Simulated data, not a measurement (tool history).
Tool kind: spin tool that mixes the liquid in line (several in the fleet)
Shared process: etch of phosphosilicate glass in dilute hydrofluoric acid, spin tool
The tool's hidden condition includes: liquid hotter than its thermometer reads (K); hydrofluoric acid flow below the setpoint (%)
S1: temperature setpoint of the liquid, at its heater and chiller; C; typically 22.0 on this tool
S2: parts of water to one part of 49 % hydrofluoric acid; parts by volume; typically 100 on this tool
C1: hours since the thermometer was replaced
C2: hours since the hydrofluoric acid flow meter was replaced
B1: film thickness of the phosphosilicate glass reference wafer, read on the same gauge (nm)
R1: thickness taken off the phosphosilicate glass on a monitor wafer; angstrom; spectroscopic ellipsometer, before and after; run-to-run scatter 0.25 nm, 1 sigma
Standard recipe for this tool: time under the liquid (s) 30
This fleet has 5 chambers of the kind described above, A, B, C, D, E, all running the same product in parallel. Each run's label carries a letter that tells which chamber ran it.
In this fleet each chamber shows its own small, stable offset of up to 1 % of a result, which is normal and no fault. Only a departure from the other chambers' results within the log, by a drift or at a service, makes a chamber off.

Run 1B, day 0.200: usual settings; C1 849.6; C2 657.2; B1 150.00. Result: R1 428.02 angstrom.
Run 2C, day 0.388: usual settings; C1 1892.9; C2 517.9; B1 149.99. Result: R1 436.90 angstrom.
Run 3E, day 0.571: usual settings; C1 71.8; C2 137.4; B1 149.99. Result: R1 431.02 angstrom.
Run 4A, day 0.733: usual settings; C1 2054.1; C2 56.8; B1 150.02. Result: R1 437.82 angstrom.
Run 5D, day 0.904: usual settings; C1 1300.8; C2 1614.0; B1 149.98. Result: R1 435.88 angstrom.
Run 6A, day 1.033: usual settings; C1 2061.3; C2 64.0; B1 149.98. Result: R1 442.59 angstrom.
Run 7E, day 1.262: usual settings; C1 88.4; C2 154.0; B1 150.00. Result: R1 437.46 angstrom.
Run 8D, day 1.433: usual settings but S1 25.5 C, time under the liquid (s) 15; C1 1313.5; C2 1626.7; B1 150.03. Result: R1 249.16 angstrom.
Run 9C, day 1.617: usual settings but S1 25.5 C, time under the liquid (s) 15; C1 1922.4; C2 547.4; B1 150.00. Result: R1 248.90 angstrom.
Run 10B, day 1.825: usual settings but S1 25.5 C, time under the liquid (s) 15; C1 888.6; C2 696.2; B1 149.99. Result: R1 247.30 angstrom.
Run 11A, day 1.975: usual settings but S1 25.5 C, time under the liquid (s) 15; C1 2083.9; C2 86.6; B1 150.03. Result: R1 253.39 angstrom.
Run 12E, day 2.129: usual settings but S1 25.5 C, time under the liquid (s) 15; C1 109.2; C2 174.8; B1 150.00. Result: R1 249.99 angstrom.
Run 13C, day 2.250: usual settings but S2 60 parts by volume, time under the liquid (s) 45; C1 1937.6; C2 562.6; B1 150.00. Result: R1 1163.80 angstrom.
Run 14B, day 2.362: usual settings but S2 60 parts by volume, time under the liquid (s) 45; C1 901.5; C2 709.1; B1 150.00. Result: R1 1125.20 angstrom.
Run 15D, day 2.496: usual settings but S2 60 parts by volume, time under the liquid (s) 45; C1 1339.0; C2 1652.2; B1 149.99. Result: R1 1137.40 angstrom.
Run 16C, day 2.704: usual settings but S2 60 parts by volume, time under the liquid (s) 45; C1 1948.5; C2 573.5; B1 150.01. Result: R1 1159.90 angstrom.
Run 17E, day 2.871: usual settings but S2 60 parts by volume, time under the liquid (s) 45; C1 127.0; C2 192.6; B1 149.99. Result: R1 1143.40 angstrom.
Run 18A, day 3.083: usual settings; C1 2110.5; C2 113.2; B1 150.00. Result: R1 440.63 angstrom.
Run 19B, day 3.288: usual settings; C1 923.7; C2 731.3; B1 150.01. Result: R1 429.51 angstrom.
Run 20D, day 3.508: usual settings; C1 1363.3; C2 1676.5; B1 150.02. Result: R1 435.72 angstrom.
Run 21E, day 3.712: usual settings; C1 147.2; C2 212.8; B1 150.00. Result: R1 434.80 angstrom.
Run 22C, day 3.850: usual settings; C1 1976.0; C2 601.0; B1 149.99. Result: R1 437.71 angstrom.
Run 23B, day 3.962: usual settings; C1 939.9; C2 747.5; B1 150.01. Result: R1 433.36 angstrom.
Run 24D, day 4.125: usual settings; C1 1378.1; C2 1691.3; B1 150.00. Result: R1 435.20 angstrom.
Run 25A, day 4.233: usual settings; C1 2138.1; C2 140.8; B1 149.99. Result: R1 439.22 angstrom.
At day 4.292: chamber C: thermometer replaced.
Run 26B, day 4.425: usual settings; C1 951.0; C2 758.6; B1 149.99. Result: R1 436.82 angstrom.
Run 27D, day 4.571: usual settings; C1 1388.8; C2 1702.0; B1 150.02. Result: R1 432.19 angstrom.
Run 28C, day 4.738: usual settings; C1 10.8; C2 622.3; B1 150.00. Result: R1 433.96 angstrom.
Run 29E, day 4.842: usual settings; C1 174.3; C2 239.9; B1 150.02. Result: R1 437.36 angstrom.
Run 30A, day 4.988: usual settings; C1 2156.2; C2 158.9; B1 150.01. Result: R1 437.12 angstrom.
Run 31A, day 5.212: usual settings; C1 2161.6; C2 164.3; B1 150.00. Result: R1 434.50 angstrom.
Run 32C, day 5.317: usual settings; C1 24.7; C2 636.2; B1 150.02. Result: R1 434.27 angstrom.
Run 33D, day 5.521: usual settings; C1 1411.6; C2 1724.8; B1 150.00. Result: R1 438.63 angstrom.
Run 34B, day 5.675: usual settings; C1 981.0; C2 788.6; B1 149.98. Result: R1 432.26 angstrom.
Run 35E, day 5.833: usual settings; C1 198.1; C2 263.7; B1 149.99. Result: R1 433.32 angstrom.
Run 36C, day 5.946: usual settings; C1 39.8; C2 651.3; B1 149.98. Result: R1 434.83 angstrom.
Run 37E, day 6.121: usual settings; C1 205.0; C2 270.6; B1 149.99. Result: R1 432.14 angstrom.
Run 38D, day 6.296: usual settings; C1 1430.2; C2 1743.4; B1 149.97. Result: R1 434.59 angstrom.
Run 39B, day 6.504: usual settings; C1 1000.9; C2 808.5; B1 149.98. Result: R1 433.10 angstrom.
Run 40A, day 6.696: usual settings; C1 2197.2; C2 199.9; B1 150.02. Result: R1 436.33 angstrom.

What goes on in this fleet: one chamber off, a drifting gauge, or nothing beyond the chambers' own small offsets? Name the chamber and the cause, if any.

The fleet is healthy, with each chamber sitting at its usual small offset and no drift in the gauge.
